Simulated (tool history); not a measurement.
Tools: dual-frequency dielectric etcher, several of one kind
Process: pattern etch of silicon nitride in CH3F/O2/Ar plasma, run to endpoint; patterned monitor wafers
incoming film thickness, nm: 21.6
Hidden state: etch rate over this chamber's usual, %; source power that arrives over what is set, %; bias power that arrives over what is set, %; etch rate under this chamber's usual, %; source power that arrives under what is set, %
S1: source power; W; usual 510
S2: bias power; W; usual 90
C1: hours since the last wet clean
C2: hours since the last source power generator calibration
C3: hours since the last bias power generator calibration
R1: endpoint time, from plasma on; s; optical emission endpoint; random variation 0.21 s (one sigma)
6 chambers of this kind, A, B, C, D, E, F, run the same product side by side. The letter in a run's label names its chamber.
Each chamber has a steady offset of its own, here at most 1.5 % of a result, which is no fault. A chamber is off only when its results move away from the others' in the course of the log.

run 1E hour=9.0 | S1=510 S2=90 | C1=154.0 C2=217.0 C3=2950.4 | R1=26.621
run 2D hour=17.4 | S1=510 S2=90 | C1=355.5 C2=1104.3 C3=2488.9 | R1=26.622
run 3C hour=26.0 | S1=510 S2=90 | C1=107.5 C2=1200.6 C3=1260.6 | R1=26.264
run 4B hour=40.0 | S1=510 S2=90 | C1=91.5 C2=2941.5 C3=1417.3 | R1=26.334
run 5F hour=47.3 | S1=510 S2=90 | C1=269.6 C2=2373.0 C3=4300.2 | R1=26.397
run 6A hour=59.7 | S1=510 S2=90 | C1=259.6 C2=1706.3 C3=879.9 | R1=26.458
run 7C hour=66.5 | S1=510 S2=100 | C1=148.0 C2=1241.1 C3=1301.1 | R1=25.259
run 8E hour=78.6 | S1=510 S2=100 | C1=223.6 C2=286.6 C3=3020.0 | R1=25.522
run 9F hour=90.1 | S1=510 S2=100 | C1=312.4 C2=2415.8 C3=4343.0 | R1=25.524
run 10D hour=101.0 | S1=510 S2=100 | C1=439.1 C2=1187.9 C3=2572.5 | R1=25.491
run 11B hour=110.8 | S1=510 S2=100 | C1=162.3 C2=3012.3 C3=1488.1 | R1=25.550
-- hour=119.0 chamber F: bias power generator calibrated
run 12A hour=119.0 | S1=510 S2=100 | C1=318.9 C2=1765.6 C3=939.2 | R1=24.982
run 13A hour=128.3 | S1=510 S2=90 | C1=328.2 C2=1774.9 C3=948.5 | R1=26.501
-- hour=131.0 chamber D: wet clean of the chamber
run 14C hour=138.3 | S1=510 S2=90 | C1=219.8 C2=1312.9 C3=1372.9 | R1=26.415
-- hour=138.8 chamber A: source power generator calibrated
run 15F hour=148.3 | S1=510 S2=90 | C1=370.6 C2=2474.0 C3=29.4 | R1=26.158
run 16E hour=155.4 | S1=510 S2=90 | C1=300.4 C2=363.4 C3=3096.8 | R1=26.361
run 17B hour=163.8 | S1=510 S2=90 | C1=215.3 C2=3065.3 C3=1541.1 | R1=26.544
run 18D hour=171.4 | S1=510 S2=90 | C1=40.5 C2=1258.3 C3=2642.9 | R1=26.736
run 19A hour=179.2 | S1=510 S2=90 | C1=379.1 C2=40.5 C3=999.4 | R1=26.203
-- hour=181.0 chamber A: wet clean of the chamber
-- hour=186.6 chamber E: wet clean of the chamber
run 20D hour=191.1 | S1=510 S2=90 | C1=60.2 C2=1278.0 C3=2662.6 | R1=26.420
run 21B hour=200.2 | S1=510 S2=90 | C1=251.7 C2=3101.7 C3=1577.5 | R1=26.461
run 22F hour=211.3 | S1=510 S2=90 | C1=433.6 C2=2537.0 C3=92.4 | R1=26.320
run 23E hour=225.9 | S1=510 S2=90 | C1=39.4 C2=433.9 C3=3167.3 | R1=26.381
run 24C hour=235.8 | S1=510 S2=90 | C1=317.3 C2=1410.4 C3=1470.4 | R1=26.308
run 25F hour=243.5 | S1=440 S2=97 | C1=465.8 C2=2569.2 C3=124.6 | R1=27.386
run 26B hour=251.4 | S1=440 S2=97 | C1=302.9 C2=3152.9 C3=1628.7 | R1=27.145
run 27A hour=262.0 | S1=440 S2=97 | C1=81.0 C2=123.3 C3=1082.2 | R1=26.676
run 28C hour=272.8 | S1=440 S2=97 | C1=354.3 C2=1447.4 C3=1507.4 | R1=26.777
run 29E hour=285.5 | S1=440 S2=97 | C1=99.0 C2=493.5 C3=3226.9 | R1=27.448
run 30D hour=292.1 | S1=440 S2=97 | C1=161.2 C2=1379.0 C3=2763.6 | R1=27.085
run 31E hour=300.0 | S1=510 S2=90 | C1=113.5 C2=508.0 C3=3241.4 | R1=26.263
run 32A hour=306.6 | S1=510 S2=90 | C1=125.6 C2=167.9 C3=1126.8 | R1=26.418
run 33C hour=319.4 | S1=510 S2=90 | C1=400.9 C2=1494.0 C3=1554.0 | R1=26.673
run 34B hour=327.7 | S1=510 S2=90 | C1=379.2 C2=3229.2 C3=1705.0 | R1=26.593
run 35D hour=336.6 | S1=510 S2=90 | C1=205.7 C2=1423.5 C3=2808.1 | R1=26.736
run 36F hour=346.1 | S1=510 S2=90 | C1=568.4 C2=2671.8 C3=227.2 | R1=26.134
-- hour=357.5 chamber F: wet clean of the chamber
run 37F hour=359.2 | S1=510 S2=90 | C1=1.7 C2=2684.9 C3=240.3 | R1=26.365
run 38D hour=369.6 | S1=600 S2=102 | C1=238.7 C2=1456.5 C3=2841.1 | R1=24.021
run 39C hour=384.0 | S1=600 S2=102 | C1=465.5 C2=1558.6 C3=1618.6 | R1=23.624
run 40E hour=395.9 | S1=600 S2=102 | C1=209.4 C2=603.9 C3=3337.3 | R1=23.996
run 41B hour=402.8 | S1=600 S2=102 | C1=454.3 C2=3304.3 C3=1780.1 | R1=24.022

What goes on in this fleet: one chamber off, a drifting gauge, or nothing beyond the chambers' own small offsets? Name the chamber and the cause, if any.

No chamber stands off beyond its own small offset, and the gauge holds steady.

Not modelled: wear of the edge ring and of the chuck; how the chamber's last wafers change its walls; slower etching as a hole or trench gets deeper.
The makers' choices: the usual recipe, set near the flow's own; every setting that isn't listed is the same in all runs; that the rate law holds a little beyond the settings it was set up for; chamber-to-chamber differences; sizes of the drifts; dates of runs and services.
